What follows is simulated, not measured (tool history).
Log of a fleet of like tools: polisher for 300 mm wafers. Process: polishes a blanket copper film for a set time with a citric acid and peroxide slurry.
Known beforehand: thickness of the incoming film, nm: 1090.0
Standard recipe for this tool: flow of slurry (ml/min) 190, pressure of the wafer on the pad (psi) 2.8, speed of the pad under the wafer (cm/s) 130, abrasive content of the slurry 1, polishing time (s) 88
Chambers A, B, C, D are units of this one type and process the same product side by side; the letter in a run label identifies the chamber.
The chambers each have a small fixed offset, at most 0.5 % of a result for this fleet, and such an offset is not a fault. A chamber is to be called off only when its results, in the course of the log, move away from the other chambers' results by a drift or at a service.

run	hour	flow of slurry (ml/min)	pressure of the wafer on the pad (psi)	speed of the pad under the wafer (cm/s)	abrasive content of the slurry	polishing time (s)	film removed (angstrom)
1A	6.6	190	2.8	130	1	88	2865.9
2C	11.1	190	2.8	130	1	88	2846.1
# hour 11.7: chamber C: worn pad replaced by a new one
# hour 13: chamber B: worn pad replaced by a new one
3D	16.6	190	2.8	130	1	88	2875.3
4B	20.6	190	2.8	130	1	88	2826.1
5D	24.8	190	2.8	130	1	88	2790.6
6C	28.6	190	2.8	130	1	88	2898.2
# hour 30: chamber A: slurry blender recalibrated
# hour 30.3: chamber B: slurry blender recalibrated
7B	32.3	190	2.8	130	1	88	2819.4
# hour 33.2: chamber D: worn pad replaced by a new one
# hour 33.2: chamber D: slurry blender recalibrated
8A	35.9	190	2.8	130	1	88	2792.7
9A	40.7	245	2.8	130	1	111	3685.4
10D	46.9	245	2.8	130	1	111	3708.4
11B	50.4	245	2.8	130	1	111	3693.1
12C	55.3	245	2.8	130	1	111	3731.4
13A	62.1	190	2.8	130	1	88	2843.8
14C	67.3	190	2.8	130	1	88	2832.7
# hour 69.3: chamber A: head pressure recalibrated
15D	71	190	2.8	130	1	88	2777.8
16B	76	190	2.8	130	1	88	2848.5
17D	80.5	190	2.8	130	1	88	2825.9
# hour 82.7: chamber C: slurry blender recalibrated
# hour 84.9: chamber B: worn pad replaced by a new one
18B	85.7	190	2.8	130	1	88	2851.3
19A	89.1	190	2.8	130	1	88	2565.5
20C	95.2	190	2.8	130	1	88	2826.9
# hour 96.2: chamber A: worn pad replaced by a new one
21D	102.3	190	2.8	130	1	88	2856.7
# hour 108.3: chamber D: worn pad replaced by a new one
# hour 108.4: chamber C: worn pad replaced by a new one
22C	108.6	190	1.9	130	1.15	88	2006.1
23A	113.1	190	1.9	130	1.15	88	1823.9
24B	117.3	190	1.9	130	1.15	88	2024.5
25D	124.5	190	1.9	130	1.15	88	2005.9
26A	127.9	190	2.8	130	1	88	2612.1
# hour 131.1: chamber B: slurry nozzle cleaned
27B	133.7	190	2.8	130	1	88	2893.1
28C	136.9	190	2.8	130	1	88	2881.7
29B	140.2	190	2.8	130	1	88	2864.5
30C	145.3	190	2.8	130	1	88	2816.9

Does one chamber stand apart from the rest, does the shared gauge drift, or is all well apart from small per-chamber offsets? Give the chamber and the most likely cause, where there is one.

Chamber A came out of a service off from its peers and stayed that way.
Most likely cause: head's pressure below its setpoint, % = 9.75.

Which of the 4 candidates below, each the usual settings with something changed and its results left as question marks, puts chamber A back in line with what the other chambers give on the usual settings?
Allowed miss from the other chambers' usual-settings mean, per result, to count as in line: film removed (angstrom) 110
31A-1	150.6	195	3.1	142	1	88	?
31A-2	150.6	190	2.8	130	1	96	?
31A-3	150.6	185	2.5	118	1	88	?
31A-4	150.6	190	2.8	130	1	79	?

Other chambers, usual settings, mean: film removed (angstrom) 2848.6
run	film removed (angstrom)
31A-1	3107.6
31A-2	2810.8
31A-3	2097.3
31A-4	2313.1
The right change is 31A-2: it brings the chamber back within the allowed miss of the others.
